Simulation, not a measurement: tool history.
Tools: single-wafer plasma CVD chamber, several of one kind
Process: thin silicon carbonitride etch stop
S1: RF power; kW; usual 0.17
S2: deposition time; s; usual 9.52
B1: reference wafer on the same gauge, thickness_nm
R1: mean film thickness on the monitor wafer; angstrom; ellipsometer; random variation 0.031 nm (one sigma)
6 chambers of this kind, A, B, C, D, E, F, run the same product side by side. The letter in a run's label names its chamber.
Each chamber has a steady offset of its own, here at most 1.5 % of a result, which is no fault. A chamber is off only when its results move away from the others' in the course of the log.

run   hour     S1    S2      B1      R1
 1D   11.3   0.17  9.52  4.1807  51.556
      20.7  -- chamber F: RF generator calibrated
 2B     22   0.17  9.52  4.1772  52.228
      27.6  -- chamber E: RF generator calibrated
 3C   29.7   0.17  9.52  4.1778  51.901
 4F   37.6   0.17  9.52  4.1741  51.068
 5A   45.8   0.17  9.52   4.177  51.452
 6E   53.1   0.17  9.52  4.1858   51.71
        61  -- chamber D: thermocouple changed; heater temperature recalibrated
      61.6  -- chamber B: RF generator calibrated
 7F   66.1   0.17  9.52  4.1803  50.749
      70.9  -- chamber A: thermocouple changed; heater temperature recalibrated
 8B   78.4  0.185  7.91  4.1817  44.238
 9D   87.7  0.185  7.91  4.1799  43.852
10A   98.7  0.185  7.91  4.1841  43.941
11E    105  0.185  7.91  4.1834  44.027
12C  114.3  0.185  7.91  4.1846  43.977
13A  125.8  0.185  7.91  4.1826  44.132
14F  138.3   0.17  9.52  4.1771  50.482
15E  149.8   0.17  9.52  4.1805  51.551
16D    162   0.17  9.52  4.1804  51.329
17C  172.8   0.17  9.52  4.1852  51.297
18B    181   0.17  9.52  4.1837  51.898
19C  189.4   0.17  9.52  4.1794  51.673
20B  197.7   0.17  9.52  4.1797  52.306
21A  203.6   0.17  9.52  4.1802  51.947
22D  214.2   0.17  9.52  4.1824  51.424
23F  222.7   0.17  9.52  4.1868   50.93
24E  236.1   0.17  9.52  4.1814  51.389
25E  246.7   0.19  8.37  4.1839  46.865
26A  254.8   0.19  8.37  4.1781  46.801
27B  265.4   0.19  8.37  4.1749   47.35
28F  274.2   0.19  8.37  4.1829  46.292
29C  281.7   0.19  8.37  4.1772  46.743
30D  292.7   0.19  8.37  4.1774  46.761
     300.1  -- chamber D: RF generator calibrated
31C  303.3   0.17  9.52  4.1776  51.485
32A  311.3   0.17  9.52  4.1812  51.661
33B  319.9   0.17  9.52  4.1766  52.311
34E  327.6    0.2  9.52  4.1756  53.511
35D  333.4    0.2  9.52  4.1752  54.201
36F  340.1    0.2  9.52  4.1775   53.73

What goes on in this fleet: one chamber off, a drifting gauge, or nothing beyond the chambers' own small offsets? Name the chamber and the cause, if any.

No chamber stands off beyond its own small offset, and the gauge holds steady.
